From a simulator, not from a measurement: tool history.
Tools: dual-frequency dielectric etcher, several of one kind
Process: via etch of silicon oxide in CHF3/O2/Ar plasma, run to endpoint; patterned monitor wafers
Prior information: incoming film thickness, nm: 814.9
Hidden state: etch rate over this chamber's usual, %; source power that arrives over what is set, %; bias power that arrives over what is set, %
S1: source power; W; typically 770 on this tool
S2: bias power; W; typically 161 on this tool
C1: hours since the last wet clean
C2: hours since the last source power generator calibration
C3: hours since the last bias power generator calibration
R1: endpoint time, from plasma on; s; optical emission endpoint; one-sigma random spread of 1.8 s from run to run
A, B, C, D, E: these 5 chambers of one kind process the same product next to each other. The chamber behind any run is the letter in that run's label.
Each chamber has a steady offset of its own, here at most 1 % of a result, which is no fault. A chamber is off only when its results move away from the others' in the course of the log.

run   hour   S1   S2     C1      C2      C3      R1
 1E    5.7  770  161   78.5   154.5  2288.6  390.17
 2A   12.7  770  161  434.2  3083.2   816.8  387.13
 3D   23.9  770  161  431.3  3316.4   158.4  389.57
 4C   29.0  770  161  642.2  1826.5   903.4  387.74
 5B   35.2  770  161  476.8  4098.9   701.8  387.78
 6C   46.4  920  198  659.6  1843.9   920.8  338.56
 7A   52.5  920  198  474.0  3123.0   856.6  339.65
      57.0  -- chamber C: wet clean of the chamber
      58.0  -- chamber B: wet clean of the chamber
 8D   63.6  920  198  471.0  3356.1   198.1  338.38
 9E   72.2  920  198  145.0   221.0  2355.1  344.12
10B   77.3  920  198   19.3  4141.0   743.9  336.33
11E   83.6  770  161  156.4   232.4  2366.5  387.64
12D   92.7  770  161  500.1  3385.2   227.2  389.27
13B  100.8  770  161   42.8  4164.5   767.4  387.47
14C  106.7  770  161   49.7  1904.2   981.1  385.47
15A  114.0  770  161  535.5  3184.5   918.1  383.92
16C  120.0  770  161   63.0  1917.5   994.4  387.68
17B  128.8  770  161   70.8  4192.5   795.4  386.92
18D  134.9  850  161  542.3  3427.4   269.4  376.23
     141.1  -- chamber D: wet clean of the chamber
19A  145.4  850  161  566.9  3215.9   949.5  372.88
20E  152.8  850  161  225.6   301.6  2435.7  378.52
21B  158.0  850  161  100.0  4221.7   824.6  373.16
22A  169.1  850  161  590.6  3239.6   973.2  374.02
     173.4  -- chamber A: wet clean of the chamber
23C  179.7  770  161  122.7  1977.2  1054.1  385.80
24E  187.5  770  161  260.3   336.3  2470.4  392.18
25D  197.9  870  161   56.9  3490.4   332.4  371.34
26C  206.1  870  161  149.1  2003.6  1080.5  368.65
27E  214.8  870  161  287.6   363.6  2497.7  371.32
28A  223.1  870  161   49.8  3293.6  1027.2  369.11
29D  229.5  870  161   88.5  3522.0   364.0  369.22
30B  238.1  770  161  180.1  4301.8   904.7  387.09
31C  245.3  770  161  188.3  2042.8  1119.7  385.56
32A  250.6  770  161   77.3  3321.1  1054.7  387.17

Predict what each chamber gives when all 5 of them run the settings below next.
33A  258.8  770  161               ?
33B  258.8  770  161               ?
33C  258.8  770  161               ?
33D  258.8  770  161               ?
33E  258.8  770  161               ?

run      R1
33A  386.26
33B  389.41
33C  385.68
33D  389.17
33E  393.17
